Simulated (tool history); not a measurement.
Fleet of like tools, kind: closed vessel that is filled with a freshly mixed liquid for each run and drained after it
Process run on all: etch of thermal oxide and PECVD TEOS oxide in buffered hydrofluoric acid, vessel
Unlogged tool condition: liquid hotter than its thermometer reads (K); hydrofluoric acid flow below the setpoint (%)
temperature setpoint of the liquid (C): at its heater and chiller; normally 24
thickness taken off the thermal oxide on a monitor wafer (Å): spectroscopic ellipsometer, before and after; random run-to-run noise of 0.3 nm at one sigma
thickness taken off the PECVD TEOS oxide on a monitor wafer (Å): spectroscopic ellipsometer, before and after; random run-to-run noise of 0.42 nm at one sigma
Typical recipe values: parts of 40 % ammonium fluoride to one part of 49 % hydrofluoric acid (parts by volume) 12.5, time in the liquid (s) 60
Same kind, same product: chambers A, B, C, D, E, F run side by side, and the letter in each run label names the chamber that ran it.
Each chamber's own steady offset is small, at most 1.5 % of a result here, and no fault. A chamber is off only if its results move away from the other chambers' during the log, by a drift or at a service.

run   hour  temperature setpoint of the liquid (C)  parts of 40 % ammonium fluoride to one part of 49 % hydrofluoric acid (parts by volume)  time in the liquid (s)  hours since the thermometer was replaced  hours since the hydrofluoric acid flow meter was replaced  read-back film thickness of the thermal oxide reference wafer, read on the same gauge (nm)  read-back film thickness of the PECVD TEOS oxide reference wafer, read on the same gauge (nm)  thickness taken off the thermal oxide on a monitor wafer (Å)  thickness taken off the PECVD TEOS oxide on a monitor wafer (Å)
 1E    8.6                                      24                                                                                     12.5                      60                                    1524.8                                                       58.3                                                                                      40.001                                                                                         79.993                                                        570.96                                                           612.89
 2B   21.2                                      24                                                                                     12.5                      60                                    1291.5                                                      145.4                                                                                      39.973                                                                                          80.01                                                         566.6                                                           602.62
 3A   33.1                                      24                                                                                     12.5                      60                                       725                                                      343.3                                                                                      39.983                                                                                         80.005                                                        564.45                                                           611.41
 4F     48                                      24                                                                                     12.5                      60                                    1446.3                                                      375.6                                                                                      39.975                                                                                         79.996                                                        565.78                                                           599.67
 5C   61.2                                      24                                                                                     12.5                      60                                    1658.5                                                     2011.5                                                                                      39.976                                                                                         79.978                                                         565.1                                                           605.49
 6D   68.3                                      24                                                                                     12.5                      60                                     551.1                                                      166.6                                                                                      40.051                                                                                         79.992                                                        563.43                                                           614.52
 7A   81.1                                      22                                                                                     12.5                      45                                       773                                                      391.3                                                                                       40.01                                                                                         80.002                                                        379.32                                                           406.95
      84.6  -- chamber C: hydrofluoric acid flow meter replaced
 8F   94.5                                      22                                                                                     12.5                      45                                    1492.8                                                      422.1                                                                                      39.998                                                                                         79.942                                                        381.54                                                           402.86
     105.2  -- chamber C: thermometer replaced
 9B  109.9                                      22                                                                                     12.5                      45                                    1380.2                                                      234.1                                                                                      39.964                                                                                         79.995                                                        380.83                                                           403.51
10D  125.5                                      22                                                                                     12.5                      45                                     608.3                                                      223.8                                                                                      40.034                                                                                         80.012                                                        379.23                                                           408.17
11C  139.7                                      22                                                                                     12.5                      45                                      34.5                                                       55.1                                                                                      39.975                                                                                         79.972                                                        382.13                                                           404.17
12E    154                                      22                                                                                     12.5                      45                                    1670.2                                                      203.7                                                                                      40.007                                                                                         79.963                                                        379.93                                                           410.01
13A  161.6                                      24                                                                                     12.5                      60                                     853.5                                                      471.8                                                                                      39.998                                                                                         79.979                                                        564.71                                                           607.15
14F  173.4                                      24                                                                                     10.5                      85                                    1571.7                                                        501                                                                                      40.009                                                                                         79.992                                                        946.93                                                           1013.5
15C  180.9                                      24                                                                                     10.5                      85                                      75.7                                                       96.3                                                                                      39.991                                                                                         79.983                                                        948.75                                                             1007
16B  194.7                                      24                                                                                     10.5                      85                                      1465                                                      318.9                                                                                      40.023                                                                                         80.018                                                        952.21                                                           1010.5
17D  208.1                                      24                                                                                     10.5                      85                                     690.9                                                      306.4                                                                                      39.987                                                                                         80.053                                                        955.65                                                           1025.5
18E  218.3                                      24                                                                                     10.5                      85                                    1734.5                                                        268                                                                                       39.97                                                                                         80.002                                                        950.69                                                           1021.1
19B  227.1                                      24                                                                                     10.5                      85                                    1497.4                                                      351.3                                                                                      40.008                                                                                         79.995                                                        951.93                                                           1020.7
       237  -- chamber A: hydrofluoric acid flow meter replaced
20C  238.9                                      24                                                                                     12.5                      60                                     133.7                                                      154.3                                                                                      40.024                                                                                         80.018                                                        566.88                                                           604.14
21D  249.7                                      24                                                                                     12.5                      60                                     732.5                                                        348                                                                                      40.015                                                                                         79.991                                                        566.97                                                            608.9
22A    259                                      24                                                                                     12.5                      60                                     950.9                                                         22                                                                                      39.997                                                                                          80.02                                                        562.96                                                           601.87
23F  274.8                                      24                                                                                       16                      60                                    1673.1                                                      602.4                                                                                      40.017                                                                                         80.005                                                         448.1                                                           473.03
24E  284.7                                      24                                                                                       16                      60                                    1800.9                                                      334.4                                                                                      40.031                                                                                         79.991                                                        443.25                                                           477.92
25E  292.1                                      24                                                                                       16                      60                                    1808.3                                                      341.8                                                                                      40.022                                                                                         79.997                                                        445.11                                                           480.63
26D  299.6                                      24                                                                                       16                      60                                     782.4                                                      397.9                                                                                      40.028                                                                                         80.012                                                        445.73                                                           484.43
27A  310.9                                      24                                                                                       16                      60                                    1002.8                                                       73.9                                                                                      39.997                                                                                         80.019                                                        447.91                                                           483.07
28F  324.4                                      24                                                                                       16                      60                                    1722.7                                                        652                                                                                      40.027                                                                                         79.992                                                        445.76                                                           478.22
     324.9  -- chamber A: thermometer replaced
29B  332.1                                      24                                                                                     12.5                      60                                    1602.4                                                      456.3                                                                                       39.99                                                                                         79.962                                                        568.83                                                           609.31
30C  344.6                                      24                                                                                     12.5                      60                                     239.4                                                        260                                                                                      40.026                                                                                         80.022                                                        569.14                                                           605.86
     359.7  -- chamber D: hydrofluoric acid flow meter replaced
31D  360.1                                      24                                                                                     12.5                      60                                     842.9                                                        0.5                                                                                      39.988                                                                                          79.97                                                        562.02                                                            612.1
32C  370.2                                    22.5                                                                                     12.5                      60                                       265                                                      285.6                                                                                      40.001                                                                                         79.998                                                        515.64                                                           545.87
33E  378.6                                    22.5                                                                                     12.5                      60                                    1894.8                                                      428.3                                                                                      39.979                                                                                          80.01                                                        521.33                                                            548.8
34B  392.3                                    22.5                                                                                     12.5                      60                                    1662.6                                                      516.5                                                                                      39.995                                                                                         79.997                                                        520.14                                                           556.67
35A  408.1                                    22.5                                                                                     12.5                      60                                      83.3                                                      171.1                                                                                       40.02                                                                                         80.016                                                         524.8                                                            557.3
36F  417.3                                    22.5                                                                                     12.5                      60                                    1815.6                                                      744.9                                                                                      40.046                                                                                         80.001                                                        524.95                                                           552.18
37C  432.5                                    22.5                                                                                     12.5                      60                                     327.3                                                      347.9                                                                                      39.969                                                                                         79.999                                                        520.04                                                           549.37
38A  447.8                                      24                                                                                     12.5                      60                                       123                                                      210.8                                                                                      40.074                                                                                         79.998                                                         564.2                                                           609.39
39F  456.5                                      24                                                                                     12.5                      60                                    1854.8                                                      784.1                                                                                      39.975                                                                                         80.016                                                        563.56                                                           603.91
40B  469.3                                      24                                                                                     12.5                      60                                    1739.6                                                      593.5                                                                                      40.016                                                                                         80.003                                                        573.45                                                           604.86
41D  476.7                                      24                                                                                     12.5                      60                                     959.5                                                      117.1                                                                                      40.011                                                                                         79.964                                                        565.04                                                           607.45
42E  491.1                                      24                                                                                     12.5                      60                                    2007.3                                                      540.8                                                                                      40.002                                                                                         79.958                                                        563.62                                                            609.9
43D  499.2                                      26                                                                                     12.5                      30                                       982                                                      139.6                                                                                      40.009                                                                                         80.022                                                         318.3                                                           340.83
44C  510.2                                      26                                                                                     12.5                      30                                       405                                                      425.6                                                                                      40.016                                                                                         80.008                                                         319.7                                                           335.54

Decide between three cases: one chamber stands off from its peers, the gauge reading all wafers drifts, or nothing is wrong past each chamber's small offset. Where a chamber is off, say which and what most likely put it there.

No chamber stands off beyond its own small offset, and the gauge holds steady.
